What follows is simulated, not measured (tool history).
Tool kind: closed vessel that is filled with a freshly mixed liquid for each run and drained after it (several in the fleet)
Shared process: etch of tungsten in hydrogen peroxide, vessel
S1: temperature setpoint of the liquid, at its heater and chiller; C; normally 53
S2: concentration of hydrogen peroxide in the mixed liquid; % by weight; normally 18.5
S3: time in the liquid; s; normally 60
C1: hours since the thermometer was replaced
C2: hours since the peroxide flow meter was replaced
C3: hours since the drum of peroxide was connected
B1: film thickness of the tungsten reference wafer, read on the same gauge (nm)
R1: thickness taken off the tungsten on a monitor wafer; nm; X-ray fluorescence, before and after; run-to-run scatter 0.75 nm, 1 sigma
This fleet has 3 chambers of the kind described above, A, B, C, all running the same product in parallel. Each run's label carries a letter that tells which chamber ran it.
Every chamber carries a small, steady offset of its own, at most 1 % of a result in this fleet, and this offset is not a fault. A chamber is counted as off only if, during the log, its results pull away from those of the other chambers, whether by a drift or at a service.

run	hour	S1	S2	S3	C1	C2	C3	B1	R1
1C	8.4	53	18.5	60	716.1	203.2	1141.9	89.992	164.34
# hour 12.1: chamber C: new drum of peroxide connected
2B	14	53	18.5	60	910.2	881.3	386.7	90.01	164.84
3A	19.8	53	18.5	60	669.5	1194	1088.5	90.003	164.86
4C	27.8	53	18.5	60	735.5	222.6	15.7	90.029	166.17
5B	34.5	53	14	60	930.7	901.8	407.2	90	142.85
# hour 37.5: chamber A: new drum of peroxide connected
6A	40.1	53	14	60	689.8	1214.3	2.7	89.993	143.64
7C	47.8	53	14	60	755.5	242.6	35.7	89.984	144.89
8A	54.8	53	18.5	60	704.5	1229	17.4	90.037	166.5
9B	64.2	49.5	18.5	40	960.4	931.5	436.9	90.03	89.141
10C	70.5	49.5	18.5	40	778.2	265.3	58.4	89.952	88.137
11B	80.7	49.5	18.5	40	976.9	948	453.4	90.015	88.279
12A	90.3	53	18.5	60	740	1264.5	52.9	89.966	166.08
13C	101.8	44.5	21.5	60	809.5	296.6	89.7	90.008	103.84
14B	111.1	44.5	21.5	60	1007.3	978.4	483.8	89.979	105.41
15A	122.6	44.5	21.5	60	772.3	1296.8	85.2	90.043	106.54
16A	131.7	53	18.5	60	781.4	1305.9	94.3	89.989	167.26
17B	139.6	53	18.5	60	1035.8	1006.9	512.3	90.023	165.3
18C	150.2	53	18.5	60	857.9	345	138.1	90.021	161.87
19A	158	53	18.5	60	807.7	1332.2	120.6	89.993	164.93
20B	169.9	53	18.5	60	1066.1	1037.2	542.6	90.015	165.45
21C	178.4	53	18.5	60	886.1	373.2	166.3	90.015	160.41
22A	187.1	53	18.5	60	836.8	1361.3	149.7	89.994	165.98
23B	192.4	53	18.5	60	1088.6	1059.7	565.1	90.039	164.82
24C	200.5	53	18.5	60	908.2	395.3	188.4	90.049	159.09
25B	210.6	53	18.5	60	1106.8	1077.9	583.3	89.981	164.33
26A	217.3	53	18.5	60	867	1391.5	179.9	90.047	165.45

Read the log: is a single chamber off, either drifting away or since a service, is the gauge that measures every chamber drifting, or is nothing wrong beyond small per-chamber offsets? Name any odd chamber and what most likely caused it.

Chamber C drifts away from the others.
Cause: peroxide flow below the setpoint (%) = 9.52.
It could be hard to tell apart here from: liquid colder than its thermometer reads (K); peroxide weaker than its label (%).

Which of the 4 candidates below, each the usual settings with something changed and its results left as question marks, puts chamber C back in line with what the other chambers give on the usual settings?
Maximum distance from the other chambers' mean on the usual settings for a result to count as in line: R1 2.6 nm
27C-1	225.7	53	17.5	60					?
27C-2	225.7	53	16.5	60					?
27C-3	225.7	53	20.5	60					?
27C-4	225.7	53	19.5	60					?

Average result of the remaining chambers running the usual settings: R1 165.4 nm
run	R1
27C-1	152.46
27C-2	148.08
27C-3	164.89
27C-4	160.85
The right change is 27C-3: it brings the chamber back within the allowed miss of the others.
